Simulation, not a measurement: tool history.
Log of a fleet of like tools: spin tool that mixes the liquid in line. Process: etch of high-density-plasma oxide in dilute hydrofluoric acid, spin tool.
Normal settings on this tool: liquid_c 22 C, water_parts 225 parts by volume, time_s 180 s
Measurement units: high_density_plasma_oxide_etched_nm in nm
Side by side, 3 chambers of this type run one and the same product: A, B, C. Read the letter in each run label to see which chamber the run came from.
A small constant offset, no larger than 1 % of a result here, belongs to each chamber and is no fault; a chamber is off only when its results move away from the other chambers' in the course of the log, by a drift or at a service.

run     day  liquid_c  water_parts  time_s  read-back film thickness of the high-density-plasma oxide reference wafer, read on the same gauge (nm)  high_density_plasma_oxide_etched_nm
 1B   0.304        22          225     180                                                                                                  129.97                               3.9686
 2C    0.75        22          225     180                                                                                                     130                               3.9224
 3A   1.046        22          225     180                                                                                                  130.02                               3.8961
 4A   1.483        22          225     180                                                                                                  130.02                               3.9219
 5B   1.917        22          225     180                                                                                                  129.99                               3.9695
      2.138  -- chamber C: thermometer replaced
 6C   2.212        22          225     180                                                                                                  130.04                               3.8871
 7C   2.554        22          225     180                                                                                                  129.98                               3.8625
 8B   3.029        22          280     180                                                                                                  130.03                               2.9629
 9A   3.517        22          280     180                                                                                                  129.99                               2.9778
10A   3.808        22          280     180                                                                                                  129.99                               2.9679
11C   4.275        22          225     180                                                                                                  129.97                               3.8861
12B   4.704        22          225     180                                                                                                  129.98                               3.8765
13B   5.275        22          225     180                                                                                                  130.03                               3.8975
14A   5.542        22          225     180                                                                                                  130.05                               3.9162
15C   6.017        22          225     180                                                                                                  129.97                               3.9063
16A     6.3        22          225     180                                                                                                  129.99                               3.9441
      6.538  -- chamber A: hydrofluoric acid flow meter replaced
17C   6.871        20          225     215                                                                                                  129.99                               4.2812
18B   7.246        20          225     215                                                                                                  129.99                               4.2872
19A   7.621        20          225     215                                                                                                  129.99                               4.3647
20B   7.888        22          225     180                                                                                                  129.99                               3.8932
21C   8.167        22          225     180                                                                                                     130                               3.9116
22B     8.5        22          225     180                                                                                                  130.01                               3.9278
       8.55  -- chamber B: thermometer replaced
23C     8.9        22          225     180                                                                                                  130.03                               3.8913
24A   9.479        22          180     180                                                                                                  129.99                               5.1838
25B   9.958        22          180     180                                                                                                  130.01                               5.1246
26A  10.429        22          180     180                                                                                                  129.96                               5.1584
27C  10.879        22          225     180                                                                                                  130.04                               3.8736
28B  11.212        22          225     180                                                                                                  130.04                               3.8775
29A  11.529        22          225     180                                                                                                  130.04                               3.8871
30C  12.071        22          225     130                                                                                                  129.95                               2.8079
31A  12.404        22          225     130                                                                                                  130.02                               2.8101

All chambers now run identical settings, listed one chamber a line with results as question marks. What results will each chamber show?
32A  12.821        22          225     180                                                                                                                                            ?
32B  12.821        22          225     180                                                                                                                                            ?
32C  12.821        22          225     180                                                                                                                                            ?

run  high_density_plasma_oxide_etched_nm
32A                               3.9556
32B                               3.9297
32C                               3.8984

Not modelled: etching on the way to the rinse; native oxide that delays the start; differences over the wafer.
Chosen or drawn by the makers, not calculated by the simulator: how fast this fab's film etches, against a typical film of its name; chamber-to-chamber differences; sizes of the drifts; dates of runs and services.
